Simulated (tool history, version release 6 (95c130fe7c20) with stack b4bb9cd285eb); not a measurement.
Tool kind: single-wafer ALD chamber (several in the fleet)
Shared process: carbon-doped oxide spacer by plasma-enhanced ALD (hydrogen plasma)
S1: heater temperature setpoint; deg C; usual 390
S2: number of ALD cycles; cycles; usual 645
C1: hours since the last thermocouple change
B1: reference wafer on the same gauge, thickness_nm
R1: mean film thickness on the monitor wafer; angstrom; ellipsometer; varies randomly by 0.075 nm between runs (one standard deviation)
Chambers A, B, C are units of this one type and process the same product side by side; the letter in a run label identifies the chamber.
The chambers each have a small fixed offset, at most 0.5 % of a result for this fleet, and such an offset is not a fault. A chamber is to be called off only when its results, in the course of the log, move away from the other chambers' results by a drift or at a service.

Run 1B, hour 11.7: usual settings; C1 390.9; B1 37.887. Result: R1 322.72 angstrom.
Run 2C, hour 17.4: usual settings; C1 129.3; B1 37.895. Result: R1 324.06 angstrom.
Run 3A, hour 26.1: usual settings; C1 2027.8; B1 37.884. Result: R1 323.75 angstrom.
Run 4B, hour 33: usual settings; C1 412.2; B1 37.9. Result: R1 322.79 angstrom.
Run 5A, hour 43.9: usual settings but S1 376 deg C; C1 2045.6; B1 37.889. Result: R1 323.74 angstrom.
Run 6C, hour 50: usual settings but S1 376 deg C; C1 161.9; B1 37.894. Result: R1 324.94 angstrom.
Run 7B, hour 61.9: usual settings but S1 376 deg C; C1 441.1; B1 37.891. Result: R1 322.8 angstrom.
Run 8C, hour 69.1: usual settings; C1 181; B1 37.907. Result: R1 324.06 angstrom.
Run 9A, hour 75.7: usual settings; C1 2077.4; B1 37.891. Result: R1 324.35 angstrom.
Run 10B, hour 81.7: usual settings; C1 460.9; B1 37.915. Result: R1 321.29 angstrom.
Run 11C, hour 87.5: usual settings; C1 199.4; B1 37.914. Result: R1 323.23 angstrom.
Run 12A, hour 95.5: usual settings; C1 2097.2; B1 37.895. Result: R1 324.19 angstrom.
Run 13C, hour 104.8: usual settings; C1 216.7; B1 37.899. Result: R1 324.71 angstrom.
Run 14B, hour 111.5: usual settings; C1 490.7; B1 37.907. Result: R1 322.58 angstrom.
Run 15A, hour 118.9: usual settings; C1 2120.6; B1 37.892. Result: R1 324.14 angstrom.
Run 16C, hour 126.4: usual settings; C1 238.3; B1 37.905. Result: R1 324.58 angstrom.
Run 17B, hour 135.6: usual settings; C1 514.8; B1 37.91. Result: R1 322.31 angstrom.
Run 18A, hour 146.8: usual settings but S1 397 deg C, S2 760 cycles; C1 2148.5; B1 37.899. Result: R1 381.37 angstrom.
Run 19B, hour 158.8: usual settings but S1 397 deg C, S2 760 cycles; C1 538; B1 37.885. Result: R1 378.63 angstrom.
Run 20C, hour 170.8: usual settings but S1 397 deg C, S2 760 cycles; C1 282.7; B1 37.916. Result: R1 380.97 angstrom.
Run 21A, hour 181.2: usual settings but S1 395 deg C, S2 523 cycles; C1 2182.9; B1 37.9. Result: R1 262.33 angstrom.
Run 22C, hour 190.9: usual settings but S1 395 deg C, S2 523 cycles; C1 302.8; B1 37.918. Result: R1 262.22 angstrom.
Run 23B, hour 197.3: usual settings but S1 395 deg C, S2 523 cycles; C1 576.5; B1 37.904. Result: R1 260.33 angstrom.
At hour 201.2: chamber A: thermocouple changed; heater temperature recalibrated.
Run 24A, hour 207: usual settings; C1 5.8; B1 37.876. Result: R1 324.07 angstrom.
Run 25B, hour 218.9: usual settings; C1 598.1; B1 37.916. Result: R1 321.77 angstrom.
Run 26C, hour 227.1: usual settings; C1 339; B1 37.904. Result: R1 323.2 angstrom.
Run 27A, hour 234: usual settings but S1 380 deg C, S2 710 cycles; C1 32.8; B1 37.914. Result: R1 356.07 angstrom.
Run 28C, hour 241.2: usual settings but S1 380 deg C, S2 710 cycles; C1 353.1; B1 37.889. Result: R1 356.12 angstrom.
Run 29A, hour 251.6: usual settings but S1 380 deg C, S2 710 cycles; C1 50.4; B1 37.889. Result: R1 355.77 angstrom.
Run 30B, hour 256.9: usual settings; C1 636.1; B1 37.902. Result: R1 322.59 angstrom.
Run 31A, hour 269: usual settings; C1 67.8; B1 37.888. Result: R1 325.06 angstrom.
Run 32C, hour 274.5: usual settings but S2 590 cycles; C1 386.4; B1 37.916. Result: R1 294.86 angstrom.
Run 33B, hour 279.8: usual settings but S2 590 cycles; C1 659; B1 37.914. Result: R1 295.1 angstrom.
Run 34C, hour 290.7: usual settings but S2 590 cycles; C1 402.6; B1 37.908. Result: R1 296.92 angstrom.
Run 35B, hour 298.4: usual settings; C1 677.6; B1 37.901. Result: R1 322.69 angstrom.
Run 36A, hour 305: usual settings but S2 524 cycles; C1 103.8; B1 37.886. Result: R1 263.53 angstrom.
Run 37B, hour 315: usual settings but S2 524 cycles; C1 694.2; B1 37.87. Result: R1 262.3 angstrom.
Run 38C, hour 321.2: usual settings but S2 524 cycles; C1 433.1; B1 37.904. Result: R1 263.96 angstrom.
Run 39A, hour 332.4: usual settings; C1 131.2; B1 37.894. Result: R1 322.38 angstrom.
Run 40A, hour 341.3: usual settings; C1 140.1; B1 37.909. Result: R1 323.2 angstrom.

Next, all 3 chambers run the settings below, one line each with question marks for the results. What does each chamber give?
Run 41A, hour 350: usual settings but S1 376 deg C. Result: R1 ?.
Run 41B, hour 350: usual settings but S1 376 deg C. Result: R1 ?.
Run 41C, hour 350: usual settings but S1 376 deg C. Result: R1 ?.

run      R1
41A  323.86
41B   322.4
41C  322.71

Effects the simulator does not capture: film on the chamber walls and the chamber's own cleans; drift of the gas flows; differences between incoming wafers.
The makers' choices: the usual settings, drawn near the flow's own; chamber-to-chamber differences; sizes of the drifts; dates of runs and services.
